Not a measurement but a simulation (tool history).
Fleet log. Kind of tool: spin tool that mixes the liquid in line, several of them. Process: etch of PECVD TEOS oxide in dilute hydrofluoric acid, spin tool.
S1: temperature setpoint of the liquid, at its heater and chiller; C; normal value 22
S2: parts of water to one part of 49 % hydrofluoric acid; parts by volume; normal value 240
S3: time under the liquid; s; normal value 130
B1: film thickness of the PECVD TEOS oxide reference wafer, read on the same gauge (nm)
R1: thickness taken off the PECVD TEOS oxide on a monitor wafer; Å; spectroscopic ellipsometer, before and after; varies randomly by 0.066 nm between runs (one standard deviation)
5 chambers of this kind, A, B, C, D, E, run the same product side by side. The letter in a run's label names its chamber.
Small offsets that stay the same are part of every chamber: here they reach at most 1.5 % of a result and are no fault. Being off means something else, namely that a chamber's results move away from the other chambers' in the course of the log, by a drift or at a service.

run	day	S1	S2	S3	B1	R1
1A	0.588	22	240	130	90.001	77.045
2C	0.962	22	240	130	89.99	75.42
3D	1.517	22	240	130	89.996	76.758
4E	1.967	22	240	130	89.986	76.095
5B	2.417	19.5	240	65	90.002	35.211
6A	2.862	19.5	240	65	89.993	34.532
7D	3.454	19.5	240	65	90.006	34.629
8C	3.992	19.5	240	65	90.001	33.952
9E	4.433	19.5	240	65	90.005	34.223
10B	5	22	240	130	89.999	77.261
11E	5.596	22	240	130	90.001	76.897
12A	5.912	22	240	130	89.993	75.487
13C	6.379	22	240	85	90.004	48.949
14D	6.967	22	240	85	89.998	51.216
15B	7.4	22	240	85	90.003	50.515
16D	7.817	22	240	85	89.986	52.059
17C	8.362	22	240	85	90.011	49.188
18B	8.712	22	240	130	89.981	77.488
19E	9.029	20.5	310	130	89.998	52.87
20A	9.346	20.5	310	130	90.002	51.952
21C	9.854	20.5	310	130	90.005	50.928
22D	10.258	20.5	310	130	90.019	55.137
23B	10.621	20.5	310	130	90.026	52.6
24E	10.962	22	240	130	89.993	76.844
25A	11.275	22	345	130	89.98	47.444
26D	11.833	22	345	130	90.018	52.704
27A	12.408	22	345	130	90.017	47.61
28C	12.729	22	345	130	90.01	46.885
29B	13.317	22	345	130	90.006	48.866
30E	13.767	22	240	130	89.982	75.938
31D	14.258	22	240	130	89.975	84.282
32A	14.546	22	240	130	90.009	75.11

One chamber off, gauge drift, or nothing amiss beyond the chambers' own small offsets? If it is a chamber, which one, and what is the likeliest cause?

It is chamber D that slowly wanders off from its peers.
What lies behind it: hydrofluoric acid flow above the setpoint (%) = 8.51.
Not necessarily distinguishable in this log from: liquid hotter than its thermometer reads (K).

Below are 4 candidate recipes for chamber D's next run, each the usual settings with a change, their results shown as question marks. Which of them brings D's results back in line with what the other chambers give on the usual settings?
Allowed miss from the other chambers' usual-settings mean, per result, to count as in line: R1 2.3 Å
33D-1	15.021	22	260	130		?
33D-2	15.021	22	240	145		?
33D-3	15.021	17.5	240	130		?
33D-4	15.021	22	220	140		?

Other chambers, usual settings, mean: R1 76.195 Å
run	R1
33D-1	77.413
33D-2	95.213
33D-3	71.667
33D-4	102.11
33D-1 puts the chamber back in line with the other chambers.
